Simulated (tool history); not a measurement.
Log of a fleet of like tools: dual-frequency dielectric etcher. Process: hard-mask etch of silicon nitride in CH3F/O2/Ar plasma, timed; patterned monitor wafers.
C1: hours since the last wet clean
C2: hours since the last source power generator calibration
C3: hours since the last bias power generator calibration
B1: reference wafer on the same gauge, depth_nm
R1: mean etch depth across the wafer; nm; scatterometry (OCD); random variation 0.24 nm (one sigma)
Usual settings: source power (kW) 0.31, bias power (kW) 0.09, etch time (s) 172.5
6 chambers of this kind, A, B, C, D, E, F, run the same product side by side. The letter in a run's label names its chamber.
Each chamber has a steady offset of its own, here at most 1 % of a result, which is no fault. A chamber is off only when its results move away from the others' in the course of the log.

Run 1F, day 0.542: usual settings; C1 145.8; C2 350; C3 838; B1 101.03. Result: R1 117.82 nm.
Run 2D, day 0.912: usual settings; C1 344.5; C2 1478.3; C3 1206.8; B1 101.02. Result: R1 118.69 nm.
Run 3B, day 1.296: usual settings; C1 462.9; C2 1278.6; C3 273.6; B1 100.97. Result: R1 119.57 nm.
Run 4A, day 1.788: usual settings; C1 222.7; C2 418; C3 755.7; B1 101.01. Result: R1 119.03 nm.
Run 5E, day 2.175: usual settings; C1 138.6; C2 2259.2; C3 76.5; B1 101.02. Result: R1 118.24 nm.
Run 6C, day 2.554: usual settings; C1 150.3; C2 771.5; C3 1076; B1 101. Result: R1 118.94 nm.
Run 7A, day 2.917: usual settings; C1 249.8; C2 445.1; C3 782.8; B1 100.98. Result: R1 118.82 nm.
Run 8C, day 3.229: usual settings; C1 166.5; C2 787.7; C3 1092.2; B1 100.93. Result: R1 119.1 nm.
Run 9F, day 3.5: usual settings; C1 216.8; C2 421; C3 909; B1 100.95. Result: R1 118.29 nm.
Run 10E, day 3.95: usual settings; C1 181.2; C2 2301.8; C3 119.1; B1 101.03. Result: R1 118.04 nm.
Run 11B, day 4.275: usual settings but etch time (s) 147.5; C1 534.4; C2 1350.1; C3 345.1; B1 101.03. Result: R1 101.89 nm.
Run 12D, day 4.725: usual settings but etch time (s) 147.5; C1 436; C2 1569.8; C3 1298.3; B1 100.98. Result: R1 101.48 nm.
Run 13F, day 5.233: usual settings but etch time (s) 147.5; C1 258.4; C2 462.6; C3 950.6; B1 101.03. Result: R1 101.57 nm.
Run 14C, day 5.85: usual settings but etch time (s) 147.5; C1 229.4; C2 850.6; C3 1155.1; B1 101.01. Result: R1 101.57 nm.
At day 5.871: chamber B: wet clean of the chamber.
Run 15D, day 6.238: usual settings but etch time (s) 147.5; C1 472.3; C2 1606.1; C3 1334.6; B1 101.01. Result: R1 101.39 nm.
Run 16B, day 6.571: usual settings but etch time (s) 147.5; C1 16.8; C2 1405.2; C3 400.2; B1 100.98. Result: R1 101.88 nm.
Run 17A, day 7.121: usual settings; C1 350.7; C2 546; C3 883.7; B1 101. Result: R1 118.95 nm.
Run 18E, day 7.608: usual settings but source power (kW) 0.37; C1 269; C2 2389.6; C3 206.9; B1 100.99. Result: R1 126.32 nm.
Run 19B, day 8.017: usual settings but source power (kW) 0.37; C1 51.5; C2 1439.9; C3 434.9; B1 101.01. Result: R1 127.38 nm.
Run 20E, day 8.4: usual settings but source power (kW) 0.37; C1 288; C2 2408.6; C3 225.9; B1 100.96. Result: R1 126.21 nm.
Run 21C, day 8.925: usual settings but source power (kW) 0.37; C1 303.2; C2 924.4; C3 1228.9; B1 100.94. Result: R1 127.18 nm.
Run 22F, day 9.329: usual settings but source power (kW) 0.37; C1 356.7; C2 560.9; C3 1048.9; B1 101. Result: R1 126.56 nm.
At day 9.517: chamber A: wet clean of the chamber.
Run 23A, day 9.821: usual settings but source power (kW) 0.37; C1 7.4; C2 610.8; C3 948.5; B1 100.98. Result: R1 127 nm.
Run 24D, day 10.129: usual settings; C1 565.7; C2 1699.5; C3 1428; B1 101.01. Result: R1 118.02 nm.
Run 25F, day 10.425: usual settings but source power (kW) 0.38, etch time (s) 209.5; C1 383; C2 587.2; C3 1075.2; B1 101.02. Result: R1 155.45 nm.
At day 10.429: chamber D: wet clean of the chamber.
Run 26A, day 10.704: usual settings but source power (kW) 0.38, etch time (s) 209.5; C1 28.6; C2 632; C3 969.7; B1 101.01. Result: R1 155.96 nm.
At day 10.954: chamber F: wet clean of the chamber.
At day 11.075: chamber E: source power generator calibrated.
Run 27B, day 11.079: usual settings but source power (kW) 0.38, etch time (s) 209.5; C1 125; C2 1513.4; C3 508.4; B1 100.95. Result: R1 156.18 nm.
Run 28D, day 11.662: usual settings but source power (kW) 0.38, etch time (s) 209.5; C1 29.6; C2 1736.3; C3 1464.8; B1 101.06. Result: R1 155.57 nm.
Run 29C, day 12.221: usual settings but source power (kW) 0.38, etch time (s) 209.5; C1 382.3; C2 1003.5; C3 1308; B1 101.03. Result: R1 155.57 nm.
At day 12.429: chamber C: wet clean of the chamber.
Run 30E, day 12.558: usual settings but source power (kW) 0.38, etch time (s) 209.5; C1 387.8; C2 35.6; C3 325.7; B1 101.01. Result: R1 154.72 nm.
Run 31E, day 12.983: usual settings; C1 398; C2 45.8; C3 335.9; B1 100.97. Result: R1 118.02 nm.
Run 32D, day 13.346: usual settings; C1 70; C2 1776.7; C3 1505.2; B1 101.02. Result: R1 118.38 nm.
Run 33A, day 13.867: usual settings; C1 104.5; C2 707.9; C3 1045.6; B1 100.98. Result: R1 118.87 nm.
Run 34B, day 14.242: usual settings; C1 200.9; C2 1589.3; C3 584.3; B1 100.98. Result: R1 119.58 nm.
Run 35C, day 14.779: usual settings; C1 56.4; C2 1064.9; C3 1369.4; B1 101.02. Result: R1 119.16 nm.
Run 36F, day 15.108: usual settings; C1 99.7; C2 699.6; C3 1187.6; B1 101.04. Result: R1 118.31 nm.

Is one chamber off against the others, does the gauge drift, or is nothing wrong? If a chamber is off, say which, and what the likeliest cause is.

No chamber stands off beyond its own small offset, and the gauge holds steady.
